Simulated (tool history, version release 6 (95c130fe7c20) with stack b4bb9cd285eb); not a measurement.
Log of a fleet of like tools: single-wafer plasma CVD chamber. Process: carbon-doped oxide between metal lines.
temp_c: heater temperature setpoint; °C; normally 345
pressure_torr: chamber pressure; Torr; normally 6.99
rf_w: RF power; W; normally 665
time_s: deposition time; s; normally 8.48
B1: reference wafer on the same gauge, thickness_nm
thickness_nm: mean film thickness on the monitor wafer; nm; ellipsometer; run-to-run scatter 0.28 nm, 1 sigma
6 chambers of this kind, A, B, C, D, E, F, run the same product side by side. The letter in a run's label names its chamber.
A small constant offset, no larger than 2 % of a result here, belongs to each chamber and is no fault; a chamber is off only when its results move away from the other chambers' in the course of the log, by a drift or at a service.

{"run": "1D", "hour": 4.8, "temp_c": 345, "pressure_torr": 6.99, "rf_w": 665, "time_s": 8.48, "B1": 59.687, "thickness_nm": 55.754}
{"run": "2F", "hour": 8.3, "temp_c": 345, "pressure_torr": 6.99, "rf_w": 665, "time_s": 8.48, "B1": 59.72, "thickness_nm": 55.585}
{"run": "3A", "hour": 15.2, "temp_c": 345, "pressure_torr": 6.99, "rf_w": 665, "time_s": 8.48, "B1": 59.694, "thickness_nm": 55.427}
{"run": "4C", "hour": 21.1, "temp_c": 345, "pressure_torr": 6.99, "rf_w": 665, "time_s": 8.48, "B1": 59.751, "thickness_nm": 55.428}
{"run": "5E", "hour": 27.5, "temp_c": 345, "pressure_torr": 6.99, "rf_w": 665, "time_s": 8.48, "B1": 59.775, "thickness_nm": 54.733}
{"run": "6B", "hour": 33.9, "temp_c": 345, "pressure_torr": 8.6, "rf_w": 745, "time_s": 8.48, "B1": 59.727, "thickness_nm": 60.74}
{"run": "7F", "hour": 40.9, "temp_c": 345, "pressure_torr": 8.6, "rf_w": 745, "time_s": 8.48, "B1": 59.599, "thickness_nm": 60.318}
{"run": "8B", "hour": 45.8, "temp_c": 345, "pressure_torr": 8.6, "rf_w": 745, "time_s": 8.48, "B1": 59.766, "thickness_nm": 60.271}
{"run": "9D", "hour": 49.8, "temp_c": 345, "pressure_torr": 8.6, "rf_w": 745, "time_s": 8.48, "B1": 59.704, "thickness_nm": 60.816}
{"run": "10C", "hour": 54.6, "temp_c": 345, "pressure_torr": 8.6, "rf_w": 745, "time_s": 8.48, "B1": 59.714, "thickness_nm": 59.669}
{"run": "11E", "hour": 61.7, "temp_c": 345, "pressure_torr": 8.6, "rf_w": 745, "time_s": 8.48, "B1": 59.772, "thickness_nm": 58.307}
{"run": "12A", "hour": 64.8, "temp_c": 345, "pressure_torr": 6.99, "rf_w": 665, "time_s": 8.48, "B1": 59.629, "thickness_nm": 55.307}
{"run": "13C", "hour": 70.8, "temp_c": 345, "pressure_torr": 6.99, "rf_w": 665, "time_s": 8.48, "B1": 59.74, "thickness_nm": 54.612}
{"run": "14B", "hour": 76.7, "temp_c": 331, "pressure_torr": 6.0, "rf_w": 665, "time_s": 8.48, "B1": 59.677, "thickness_nm": 57.105}
{"run": "15D", "hour": 83.1, "temp_c": 331, "pressure_torr": 6.0, "rf_w": 665, "time_s": 8.48, "B1": 59.689, "thickness_nm": 57.319}
{"run": "16A", "hour": 88.6, "temp_c": 331, "pressure_torr": 6.0, "rf_w": 665, "time_s": 8.48, "B1": 59.66, "thickness_nm": 56.868}
{"run": "17E", "hour": 92.0, "temp_c": 331, "pressure_torr": 6.0, "rf_w": 665, "time_s": 8.48, "B1": 59.687, "thickness_nm": 55.897}
{"run": "18F", "hour": 98.0, "temp_c": 331, "pressure_torr": 6.0, "rf_w": 665, "time_s": 8.48, "B1": 59.725, "thickness_nm": 56.958}
{"run": "19F", "hour": 102.5, "temp_c": 331, "pressure_torr": 6.0, "rf_w": 665, "time_s": 8.48, "B1": 59.729, "thickness_nm": 57.002}
{"run": "20A", "hour": 105.8, "temp_c": 345, "pressure_torr": 6.99, "rf_w": 665, "time_s": 8.48, "B1": 59.601, "thickness_nm": 55.321}
{"run": "21B", "hour": 110.8, "temp_c": 345, "pressure_torr": 6.99, "rf_w": 665, "time_s": 8.48, "B1": 59.752, "thickness_nm": 55.47}
{"run": "22E", "hour": 115.3, "temp_c": 345, "pressure_torr": 6.99, "rf_w": 665, "time_s": 8.48, "B1": 59.706, "thickness_nm": 54.152}
{"hour": 117.7, "done": "chamber E: thermocouple changed; heater temperature recalibrated"}
{"run": "23D", "hour": 118.5, "temp_c": 345, "pressure_torr": 6.99, "rf_w": 665, "time_s": 8.48, "B1": 59.722, "thickness_nm": 55.921}
{"run": "24C", "hour": 123.8, "temp_c": 345, "pressure_torr": 8.43, "rf_w": 665, "time_s": 9.17, "B1": 59.718, "thickness_nm": 60.088}
{"run": "25E", "hour": 129.7, "temp_c": 345, "pressure_torr": 8.43, "rf_w": 665, "time_s": 9.17, "B1": 59.678, "thickness_nm": 59.044}
{"run": "26D", "hour": 136.0, "temp_c": 345, "pressure_torr": 8.43, "rf_w": 665, "time_s": 9.17, "B1": 59.722, "thickness_nm": 61.139}
{"run": "27F", "hour": 139.9, "temp_c": 345, "pressure_torr": 8.43, "rf_w": 665, "time_s": 9.17, "B1": 59.668, "thickness_nm": 60.043}
{"run": "28A", "hour": 144.1, "temp_c": 345, "pressure_torr": 8.43, "rf_w": 665, "time_s": 9.17, "B1": 59.686, "thickness_nm": 60.793}
{"run": "29C", "hour": 147.3, "temp_c": 345, "pressure_torr": 8.43, "rf_w": 665, "time_s": 9.17, "B1": 59.683, "thickness_nm": 59.569}
{"run": "30B", "hour": 151.4, "temp_c": 345, "pressure_torr": 6.99, "rf_w": 665, "time_s": 8.48, "B1": 59.656, "thickness_nm": 55.641}
{"run": "31E", "hour": 157.1, "temp_c": 345, "pressure_torr": 6.99, "rf_w": 665, "time_s": 8.48, "B1": 59.693, "thickness_nm": 54.335}
{"run": "32F", "hour": 161.4, "temp_c": 345, "pressure_torr": 6.99, "rf_w": 665, "time_s": 8.48, "B1": 59.701, "thickness_nm": 54.957}
{"run": "33A", "hour": 164.7, "temp_c": 345, "pressure_torr": 6.99, "rf_w": 665, "time_s": 8.48, "B1": 59.65, "thickness_nm": 55.479}
{"run": "34C", "hour": 170.4, "temp_c": 345, "pressure_torr": 6.99, "rf_w": 665, "time_s": 8.48, "B1": 59.624, "thickness_nm": 54.936}
{"run": "35D", "hour": 176.5, "temp_c": 345, "pressure_torr": 6.99, "rf_w": 665, "time_s": 8.48, "B1": 59.632, "thickness_nm": 55.543}
{"run": "36B", "hour": 182.7, "temp_c": 345, "pressure_torr": 6.99, "rf_w": 665, "time_s": 8.48, "B1": 59.751, "thickness_nm": 55.899}
{"run": "37B", "hour": 187.8, "temp_c": 345, "pressure_torr": 6.99, "rf_w": 665, "time_s": 8.48, "B1": 59.679, "thickness_nm": 55.909}
{"run": "38F", "hour": 190.8, "temp_c": 345, "pressure_torr": 7.77, "rf_w": 540, "time_s": 8.48, "B1": 59.707, "thickness_nm": 49.234}

Decide between three cases: one chamber stands off from its peers, the gauge reading all wafers drifts, or nothing is wrong past each chamber's small offset. Where a chamber is off, say which and what most likely put it there.

Beyond each chamber's small constant offset nothing stands out, and the gauge stays steady.
